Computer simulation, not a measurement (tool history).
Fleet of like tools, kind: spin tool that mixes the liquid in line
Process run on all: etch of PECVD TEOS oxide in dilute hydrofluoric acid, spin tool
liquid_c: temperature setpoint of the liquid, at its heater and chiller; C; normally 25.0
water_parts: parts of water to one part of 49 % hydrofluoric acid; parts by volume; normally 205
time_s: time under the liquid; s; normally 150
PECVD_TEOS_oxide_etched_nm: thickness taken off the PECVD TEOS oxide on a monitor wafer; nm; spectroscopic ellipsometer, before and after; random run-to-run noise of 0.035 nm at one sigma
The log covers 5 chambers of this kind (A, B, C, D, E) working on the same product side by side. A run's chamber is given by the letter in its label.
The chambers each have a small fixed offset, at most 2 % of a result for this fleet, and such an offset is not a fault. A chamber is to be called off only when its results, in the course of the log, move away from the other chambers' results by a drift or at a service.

| run | hour | liquid_c | water_parts | time_s | read-back film thickness of the PECVD TEOS oxide reference wafer, read on the same gauge (nm) | PECVD_TEOS_oxide_etched_nm |
|---|---|---|---|---|---|---|
| 1C | 3.4 | 25.0 | 205 | 150 | 69.995 | 5.6970 |
| 2E | 7.8 | 25.0 | 205 | 150 | 70.002 | 5.7881 |
| 3D | 13.0 | 25.0 | 205 | 150 | 70.022 | 5.8126 |
| 4B | 18.2 | 25.0 | 205 | 150 | 70.000 | 5.7976 |
| 5A | 24.0 | 25.0 | 205 | 150 | 70.024 | 5.6939 |
| 6B | 27.1 | 25.0 | 205 | 150 | 69.978 | 5.7359 |
| 7D | 33.2 | 25.0 | 205 | 150 | 69.991 | 5.8241 |
| 8E | 38.0 | 25.0 | 205 | 150 | 69.997 | 5.8105 |
| 9C | 42.2 | 25.0 | 205 | 150 | 70.005 | 5.6503 |
| 10A | 48.1 | 25.0 | 205 | 150 | 69.999 | 5.7301 |
| 11E | 54.3 | 25.0 | 205 | 150 | 70.041 | 5.7656 |
| 12B | 58.6 | 25.0 | 205 | 150 | 69.972 | 5.7723 |
| 13D | 64.1 | 25.0 | 205 | 150 | 70.004 | 5.8607 |
| 14C | 67.2 | 20.5 | 290 | 150 | 69.973 | 3.1259 |
| 15A | 71.8 | 20.5 | 290 | 150 | 69.984 | 3.1329 |
| 16D | 77.6 | 20.5 | 290 | 150 | 69.985 | 3.2652 |
| 17B | 80.6 | 20.5 | 290 | 150 | 70.034 | 3.1581 |
| 18E | 85.1 | 20.5 | 290 | 150 | 70.017 | 3.1817 |
|  | 86.6 | chamber D: thermometer replaced |
| 19C | 90.2 | 25.0 | 205 | 150 | 70.016 | 5.7521 |
| 20A | 92.9 | 25.0 | 205 | 150 | 70.031 | 5.7321 |
| 21B | 98.5 | 25.0 | 205 | 150 | 69.989 | 5.7995 |
| 22A | 103.6 | 25.0 | 205 | 150 | 69.999 | 5.7421 |
| 23D | 107.8 | 25.0 | 205 | 150 | 70.006 | 5.8284 |
| 24C | 112.5 | 25.0 | 205 | 150 | 70.003 | 5.6804 |
| 25E | 117.5 | 25.0 | 205 | 215 | 69.984 | 8.2394 |
| 26A | 122.2 | 25.0 | 205 | 215 | 69.995 | 8.1143 |
| 27B | 126.2 | 25.0 | 205 | 215 | 70.025 | 8.2194 |
| 28C | 129.2 | 25.0 | 205 | 215 | 70.002 | 8.0812 |
| 29D | 131.9 | 25.0 | 205 | 215 | 70.002 | 8.4636 |
| 30E | 136.5 | 25.0 | 205 | 150 | 70.028 | 5.7010 |
| 31B | 142.7 | 25.0 | 205 | 150 | 70.020 | 5.7227 |
| 32D | 147.9 | 25.0 | 205 | 150 | 69.974 | 5.8625 |
| 33C | 151.6 | 25.0 | 205 | 150 | 70.006 | 5.6533 |
| 34E | 155.9 | 25.0 | 205 | 150 | 70.013 | 5.7284 |
| 35A | 161.9 | 25.0 | 205 | 150 | 69.991 | 5.6987 |
| 36D | 167.4 | 25.0 | 205 | 150 | 70.015 | 5.8153 |
|  | 173.2 | chamber E: thermometer replaced |
| 37C | 173.3 | 25.0 | 205 | 150 | 70.029 | 5.6219 |
| 38B | 177.0 | 25.0 | 205 | 150 | 69.992 | 5.7569 |
| 39E | 179.7 | 25.0 | 205 | 150 | 69.971 | 5.7065 |

Has any chamber moved away from the others, gradually or after a service, or does the common gauge drift, or do the chambers differ only by their own small steady offsets? State the chamber and the most likely cause if one applies.

Beyond each chamber's small constant offset nothing stands out, and the gauge stays steady.
